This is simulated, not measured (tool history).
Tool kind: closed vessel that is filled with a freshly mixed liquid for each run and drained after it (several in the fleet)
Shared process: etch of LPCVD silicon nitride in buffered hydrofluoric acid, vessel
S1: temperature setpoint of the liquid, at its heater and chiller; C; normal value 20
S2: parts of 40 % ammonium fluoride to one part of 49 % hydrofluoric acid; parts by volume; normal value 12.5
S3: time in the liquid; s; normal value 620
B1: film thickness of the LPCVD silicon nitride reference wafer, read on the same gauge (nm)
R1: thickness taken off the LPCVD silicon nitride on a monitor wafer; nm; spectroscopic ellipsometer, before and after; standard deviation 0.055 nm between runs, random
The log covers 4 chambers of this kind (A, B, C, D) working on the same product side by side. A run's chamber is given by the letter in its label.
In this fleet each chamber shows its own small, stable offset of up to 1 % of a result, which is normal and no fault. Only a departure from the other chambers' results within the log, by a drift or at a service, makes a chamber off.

| run | hour | S1 | S2 | S3 | B1 | R1 |
|---|---|---|---|---|---|---|
| 1C | 5.1 | 20 | 12.5 | 620 | 149.96 | 6.0922 |
| 2D | 10.1 | 20 | 12.5 | 620 | 150.01 | 6.1839 |
| 3B | 13.4 | 20 | 12.5 | 620 | 150.01 | 6.1258 |
| 4A | 16.9 | 20 | 12.5 | 620 | 149.98 | 6.2126 |
| 5D | 22.6 | 20 | 8.5 | 505 | 150.02 | 7.1229 |
| 6A | 26.1 | 20 | 8.5 | 505 | 149.99 | 6.8987 |
| 7B | 29.5 | 20 | 8.5 | 505 | 150.01 | 7.1299 |
| 8C | 33.3 | 20 | 8.5 | 505 | 149.97 | 7.0057 |
| 9D | 38.1 | 20 | 12.5 | 620 | 149.96 | 6.1679 |
| 10C | 41.3 | 20 | 12.5 | 620 | 149.96 | 6.0288 |
| 11A | 44.4 | 20 | 12.5 | 620 | 149.98 | 5.9718 |
| 12B | 49.5 | 20 | 12.5 | 620 | 150.01 | 6.1858 |
| 13A | 52.6 | 20 | 12.5 | 620 | 150 | 5.8894 |
| 14C | 58 | 20 | 12.5 | 620 | 149.96 | 6.111 |
| 15D | 64.1 | 20 | 12.5 | 620 | 150.04 | 6.1856 |
| 16B | 69.9 | 20 | 12.5 | 620 | 149.97 | 6.1637 |
| 17C | 75.3 | 24 | 12.5 | 620 | 149.97 | 7.6241 |
| 18B | 80 | 24 | 12.5 | 620 | 150 | 7.7425 |
| 19A | 85.4 | 24 | 12.5 | 620 | 150 | 7.3868 |
| 20D | 91.1 | 24 | 12.5 | 620 | 150 | 7.795 |
| 21C | 96.2 | 20 | 12.5 | 620 | 150.01 | 6.1261 |
| 22D | 100.8 | 20 | 12.5 | 620 | 150.03 | 6.1731 |
| 23A | 104.7 | 20 | 12.5 | 620 | 149.99 | 5.7856 |
| 24B | 107.5 | 20 | 12.5 | 620 | 150.03 | 6.1627 |
| 25C | 112 | 20 | 12.5 | 620 | 150 | 6.0931 |
| 26A | 115.4 | 20 | 12.5 | 620 | 149.95 | 5.6628 |
| 27D | 121 | 20 | 12.5 | 620 | 150.01 | 6.0944 |
|  | 122.9 | chamber C: hydrofluoric acid flow meter replaced |
| 28B | 124.4 | 20 | 12.5 | 620 | 150.01 | 6.0969 |
| 29C | 127.1 | 20 | 12.5 | 620 | 149.98 | 6.177 |
| 30D | 130.9 | 20 | 12.5 | 620 | 149.97 | 6.2112 |
| 31B | 134.4 | 20 | 12.5 | 620 | 150 | 6.1284 |
| 32A | 138.5 | 20 | 12.5 | 620 | 149.99 | 5.5649 |
| 33A | 143.8 | 20 | 12.5 | 620 | 149.99 | 5.6325 |
| 34B | 148.4 | 20 | 14 | 410 | 150.02 | 3.6637 |
| 35C | 154.1 | 20 | 14 | 410 | 150 | 3.6355 |
| 36D | 157.5 | 20 | 14 | 410 | 150 | 3.6564 |
| 37D | 162.4 | 20 | 14 | 410 | 150.02 | 3.654 |
| 38C | 167.5 | 20 | 12.5 | 620 | 150.04 | 6.1131 |
| 39A | 172.2 | 20 | 12.5 | 620 | 149.97 | 5.3877 |
| 40B | 176.2 | 20 | 12.5 | 620 | 150 | 6.1613 |

Which is it: a chamber that has drifted or been left off by a service, a gauge drift common to all chambers, or only each chamber's usual small offset? If a chamber is off, name it and its likeliest cause.

It is chamber A that slowly wanders off from its peers.
What lies behind it: hydrofluoric acid flow below the setpoint (%) = 11.3.
The log might look much the same if the cause were instead: liquid colder than its thermometer reads (K).

Which of the 4 candidates below, each the usual settings with something changed and its results left as question marks, puts chamber A back in line with what the other chambers give on the usual settings?
Allowed miss from the other chambers' usual-settings mean, per result, to count as in line: R1 0.19 nm
| 41A-1 | 180.6 | 20 | 16.5 | 620 |  | ? |
| 41A-2 | 180.6 | 20 | 11 | 620 |  | ? |
| 41A-3 | 180.6 | 19.5 | 13 | 580 |  | ? |
| 41A-4 | 180.6 | 20 | 12.5 | 810 |  | ? |

What the other chambers average on the usual settings: R1 6.1598 nm
| run | R1 |
|---|---|
| 41A-1 | 4.1311 |
| 41A-2 | 6.1395 |
| 41A-3 | 4.7459 |
| 41A-4 | 7.0828 |
41A-2 puts the chamber back in line with the other chambers.
